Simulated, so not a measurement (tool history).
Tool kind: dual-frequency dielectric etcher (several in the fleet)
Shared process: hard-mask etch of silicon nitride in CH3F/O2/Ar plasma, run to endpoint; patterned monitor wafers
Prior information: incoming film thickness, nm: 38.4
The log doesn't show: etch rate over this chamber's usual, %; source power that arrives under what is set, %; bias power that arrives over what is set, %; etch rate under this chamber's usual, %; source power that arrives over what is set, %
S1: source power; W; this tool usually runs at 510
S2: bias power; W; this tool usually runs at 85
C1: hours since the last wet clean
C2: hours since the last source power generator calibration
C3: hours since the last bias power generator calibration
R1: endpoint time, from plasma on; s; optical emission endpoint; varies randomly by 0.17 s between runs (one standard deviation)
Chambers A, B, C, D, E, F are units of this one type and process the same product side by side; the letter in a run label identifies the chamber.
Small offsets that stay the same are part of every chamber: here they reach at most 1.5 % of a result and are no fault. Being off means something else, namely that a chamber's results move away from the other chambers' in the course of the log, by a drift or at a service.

run,hour,S1,S2,C1,C2,C3,R1
1B,4.5,510,85,129.4,779.3,1652.9,47.339
2F,7.9,510,85,91.9,81.3,1658.0,47.352
3C,11.0,510,85,497.0,638.7,3360.8,47.374
4A,14.8,510,85,363.7,148.8,922.1,47.425
# hour 15.5: chamber C: wet clean of the chamber
5E,20.0,510,85,254.5,1523.6,1955.4,48.429
6D,23.1,510,85,306.8,518.0,1575.5,48.256
7C,27.2,510,85,11.7,654.9,3377.0,47.723
8A,30.9,510,85,379.8,164.9,938.2,47.953
9B,36.4,510,85,161.3,811.2,1684.8,47.231
# hour 37.1: chamber A: wet clean of the chamber
10D,40.0,510,85,323.7,534.9,1592.4,48.050
11F,45.5,510,72,129.5,118.9,1695.6,49.874
12E,50.1,510,72,284.6,1553.7,1985.5,51.134
13E,55.2,510,72,289.7,1558.8,1990.6,51.351
14C,58.0,510,72,42.5,685.7,3407.8,50.589
15A,63.8,510,72,26.7,197.8,971.1,50.770
16F,69.6,510,72,153.6,143.0,1719.7,50.183
17D,74.1,510,85,357.8,569.0,1626.5,48.099
18B,79.7,510,85,204.6,854.5,1728.1,47.399
# hour 80.2: chamber D: wet clean of the chamber
19C,83.7,510,85,68.2,711.4,3433.5,47.553
20D,89.7,510,85,9.6,584.6,1642.1,48.068
21B,94.6,400,85,219.5,869.4,1743.0,51.912
22E,98.0,400,85,332.5,1601.6,2033.4,52.648
23A,100.6,400,85,63.5,234.6,1007.9,52.625
24F,104.5,400,85,188.5,177.9,1754.6,51.616
25B,108.5,400,85,233.4,883.3,1756.9,51.919
26E,111.8,400,85,346.3,1615.4,2047.2,53.005
27C,117.6,510,85,102.1,745.3,3467.4,48.083
28F,122.5,510,85,206.5,195.9,1772.6,47.495
29A,126.2,510,85,89.1,260.2,1033.5,47.693
30D,130.6,510,85,50.5,625.5,1683.0,47.809
31B,136.2,620,85,261.1,911.0,1784.6,44.095
32D,138.8,620,85,58.7,633.7,1691.2,44.422
33A,144.6,620,85,107.5,278.6,1051.9,44.639
34C,149.4,620,85,133.9,777.1,3499.2,44.323
35F,152.4,620,85,236.4,225.8,1802.5,43.875
36E,158.0,620,85,392.5,1661.6,2093.4,45.054
37C,161.2,510,85,145.7,788.9,3511.0,47.595
38D,164.1,510,85,84.0,659.0,1716.5,48.081
39E,166.9,510,85,401.4,1670.5,2102.3,48.286
40B,169.8,510,85,294.7,944.6,1818.2,47.511
41F,173.7,510,85,257.7,247.1,1823.8,46.977
42A,176.6,510,85,139.5,310.6,1083.9,47.687
43C,180.2,510,85,164.7,807.9,3530.0,47.736
44D,184.3,510,85,104.2,679.2,1736.7,47.832

Next, every chamber runs the same settings. What will each give?
45A,188.6,450,85,,,,?
45B,188.6,450,85,,,,?
45C,188.6,450,85,,,,?
45D,188.6,450,85,,,,?
45E,188.6,450,85,,,,?
45F,188.6,450,85,,,,?

run,R1
45A,49.982
45B,49.398
45C,49.714
45D,50.232
45E,50.708
45F,49.516
